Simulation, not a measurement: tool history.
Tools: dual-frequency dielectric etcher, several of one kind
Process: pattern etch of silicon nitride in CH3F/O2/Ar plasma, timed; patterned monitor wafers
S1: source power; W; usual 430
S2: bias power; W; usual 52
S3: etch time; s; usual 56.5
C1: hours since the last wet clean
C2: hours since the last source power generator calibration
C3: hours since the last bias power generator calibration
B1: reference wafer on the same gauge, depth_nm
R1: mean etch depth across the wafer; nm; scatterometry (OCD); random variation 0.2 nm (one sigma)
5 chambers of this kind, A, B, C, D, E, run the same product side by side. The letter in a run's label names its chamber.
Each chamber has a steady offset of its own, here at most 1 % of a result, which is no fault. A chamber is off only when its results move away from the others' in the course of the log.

run,hour,S1,S2,S3,C1,C2,C3,B1,R1
1D,6.2,430,52,56.5,95.4,3784.5,1681.2,41.872,36.266
2A,12.6,430,52,56.5,48.5,2505.1,1990,41.874,36.688
3B,18.5,430,52,56.5,198.6,266.8,2009.3,41.924,36.72
4E,26,430,52,56.5,79.1,3069.2,1748.5,41.904,36.235
5C,35.5,430,52,56.5,618.6,916.1,51.8,41.878,36.226
# hour 39.7: chamber A: source power generator calibrated
6E,40.3,430,52,56.5,93.4,3083.5,1762.8,41.898,36.152
7B,46,430,47,56.5,226.1,294.3,2036.8,41.906,35.195
8D,54.4,430,47,56.5,143.6,3832.7,1729.4,41.878,35.087
9A,60.9,430,47,56.5,96.8,21.2,2038.3,41.907,35.629
10C,70.5,430,47,56.5,653.6,951.1,86.8,41.939,35.188
11C,78.9,430,47,56.5,662,959.5,95.2,41.948,35.5
# hour 79.1: chamber C: wet clean of the chamber
12B,84,430,52,56.5,264.1,332.3,2074.8,41.919,36.379
13E,92,430,52,56.5,145.1,3135.2,1814.5,41.857,36.51
14A,98.6,430,52,56.5,134.5,58.9,2076,41.914,36.236
15D,104.1,520,52,56.5,193.3,3882.4,1779.1,41.944,39.512
16D,110.5,520,52,56.5,199.7,3888.8,1785.5,41.924,38.997
17E,120.1,520,52,56.5,173.2,3163.3,1842.6,41.88,39.026
18A,127.1,520,52,56.5,163,87.4,2104.5,41.91,39.55
19B,133,520,52,56.5,313.1,381.3,2123.8,41.894,39.013
# hour 137.8: chamber E: source power generator calibrated
20C,139.2,430,52,42.5,60.1,1019.8,155.5,41.84,27.369
21D,144.1,430,52,42.5,233.3,3922.4,1819.1,41.887,27.454
22B,150.2,430,52,42.5,330.3,398.5,2141,41.932,26.918
23C,158.1,430,52,42.5,79,1038.7,174.4,41.886,26.951
24E,164.3,430,52,42.5,217.4,26.5,1886.8,41.901,27.034
25A,172.4,430,52,56.5,208.3,132.7,2149.8,41.87,36.686
26B,177.2,430,52,56.5,357.3,425.5,2168,41.942,35.92
27C,183,430,52,56.5,103.9,1063.6,199.3,41.884,36.545
28D,189.5,490,52,56.5,278.7,3967.8,1864.5,41.94,38.557
29A,198.7,490,52,56.5,234.6,159,2176.1,41.899,38.43
30E,205.3,490,52,56.5,258.4,67.5,1927.8,41.889,38.266
31A,214,490,52,56.5,249.9,174.3,2191.4,41.919,38.429
32E,223,490,52,56.5,276.1,85.2,1945.5,41.944,38.022
33B,229.7,430,52,56.5,409.8,478,2220.5,41.893,35.406

All 5 chambers run these settings next. Forecast each chamber's results:
34A,237.1,430,52,56.5,,,,,?
34B,237.1,430,52,56.5,,,,,?
34C,237.1,430,52,56.5,,,,,?
34D,237.1,430,52,56.5,,,,,?
34E,237.1,430,52,56.5,,,,,?

run,R1
34A,37.011
34B,35.224
34C,36.101
34D,36.4
34E,36.259
